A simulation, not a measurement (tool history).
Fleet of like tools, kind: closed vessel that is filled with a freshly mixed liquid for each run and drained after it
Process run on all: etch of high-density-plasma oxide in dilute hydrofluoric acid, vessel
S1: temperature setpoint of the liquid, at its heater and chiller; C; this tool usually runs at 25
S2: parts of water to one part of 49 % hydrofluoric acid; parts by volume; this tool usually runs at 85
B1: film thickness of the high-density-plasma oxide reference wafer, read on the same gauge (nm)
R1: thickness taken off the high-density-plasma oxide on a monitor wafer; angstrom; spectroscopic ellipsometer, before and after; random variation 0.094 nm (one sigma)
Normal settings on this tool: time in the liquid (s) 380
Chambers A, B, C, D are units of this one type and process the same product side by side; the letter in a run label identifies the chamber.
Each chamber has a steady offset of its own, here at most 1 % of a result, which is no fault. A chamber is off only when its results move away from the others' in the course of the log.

run 1A hour=14.2 | S1=25 S2=85 time_in_the_liquid_(s)=380 | B1=100.02 | R1=243.2
run 2D hour=25.7 | S1=25 S2=85 time_in_the_liquid_(s)=380 | B1=100 | R1=242.78
run 3B hour=38.4 | S1=25 S2=85 time_in_the_liquid_(s)=380 | B1=99.996 | R1=244.4
run 4C hour=49 | S1=25 S2=85 time_in_the_liquid_(s)=380 | B1=100.01 | R1=243.71
run 5A hour=62.4 | S1=25 S2=85 time_in_the_liquid_(s)=380 | B1=99.989 | R1=243.19
run 6B hour=73 | S1=25 S2=85 time_in_the_liquid_(s)=380 | B1=100 | R1=244.62
run 7D hour=84.9 | S1=25 S2=85 time_in_the_liquid_(s)=380 | B1=99.999 | R1=242.75
run 8C hour=95.7 | S1=25 S2=85 time_in_the_liquid_(s)=380 | B1=99.996 | R1=245.07
run 9B hour=108.5 | S1=25 S2=85 time_in_the_liquid_(s)=380 | B1=99.979 | R1=245.1
run 10A hour=118.8 | S1=25 S2=85 time_in_the_liquid_(s)=380 | B1=100.01 | R1=243.19
run 11D hour=130.9 | S1=25 S2=85 time_in_the_liquid_(s)=380 | B1=99.968 | R1=242.8
run 12C hour=142.7 | S1=25 S2=85 time_in_the_liquid_(s)=380 | B1=99.997 | R1=243.43
run 13C hour=155.3 | S1=21.5 S2=85 time_in_the_liquid_(s)=380 | B1=99.981 | R1=213.01
run 14B hour=170.8 | S1=21.5 S2=85 time_in_the_liquid_(s)=380 | B1=100.01 | R1=209.26
run 15D hour=184.7 | S1=21.5 S2=85 time_in_the_liquid_(s)=380 | B1=100.03 | R1=211.77
run 16A hour=195.1 | S1=21.5 S2=85 time_in_the_liquid_(s)=380 | B1=100.02 | R1=211.21
run 17C hour=209.8 | S1=25 S2=85 time_in_the_liquid_(s)=380 | B1=99.987 | R1=248.41
run 18A hour=221 | S1=25 S2=85 time_in_the_liquid_(s)=380 | B1=100 | R1=241.75
run 19D hour=235.2 | S1=25 S2=85 time_in_the_liquid_(s)=380 | B1=99.972 | R1=243.47
run 20B hour=250.8 | S1=25 S2=85 time_in_the_liquid_(s)=380 | B1=100.02 | R1=242.94
-- hour=259.1 chamber A: thermometer replaced
run 21B hour=261.7 | S1=25 S2=85 time_in_the_liquid_(s)=380 | B1=100.01 | R1=242.87
run 22D hour=274.1 | S1=25 S2=85 time_in_the_liquid_(s)=380 | B1=100.02 | R1=242.96
run 23C hour=288.6 | S1=25 S2=85 time_in_the_liquid_(s)=380 | B1=99.988 | R1=252.5
run 24A hour=303.9 | S1=25 S2=125 time_in_the_liquid_(s)=485 | B1=100.03 | R1=198.04
run 25C hour=318.2 | S1=25 S2=125 time_in_the_liquid_(s)=485 | B1=99.991 | R1=208.21
run 26D hour=330.4 | S1=25 S2=125 time_in_the_liquid_(s)=485 | B1=100.03 | R1=201.05

What goes on in this fleet: one chamber off, a drifting gauge, or nothing beyond the chambers' own small offsets? Name the chamber and the cause, if any.

One chamber, C, drifts off from the rest bit by bit.
What lies behind it: hydrofluoric acid flow above the setpoint (%) = 3.67.
From this log alone, it may not be told apart from: liquid hotter than its thermometer reads (K).

Below are 4 candidate recipes for chamber C's next run, each the usual settings with a change, their results shown as question marks. Which of them brings C's results back in line with what the other chambers give on the usual settings?
In line here means within this much of the mean the other chambers give on the usual settings: R1 3.3 angstrom
run 27C-1 hour=342 | S1=25 S2=85 time_in_the_liquid_(s)=385 | R1=?
run 27C-2 hour=342 | S1=26 S2=85 time_in_the_liquid_(s)=380 | R1=?
run 27C-3 hour=342 | S1=24 S2=85 time_in_the_liquid_(s)=380 | R1=?
run 27C-4 hour=342 | S1=25 S2=85 time_in_the_liquid_(s)=375 | R1=?

On the usual settings, the other chambers give on average: R1 242.9 angstrom
run=27C-1 R1=257.9
run=27C-2 R1=264.83
run=27C-3 R1=244.48
run=27C-4 R1=251.2
27C-3 is the one that brings the chamber's results back in line with the other chambers.

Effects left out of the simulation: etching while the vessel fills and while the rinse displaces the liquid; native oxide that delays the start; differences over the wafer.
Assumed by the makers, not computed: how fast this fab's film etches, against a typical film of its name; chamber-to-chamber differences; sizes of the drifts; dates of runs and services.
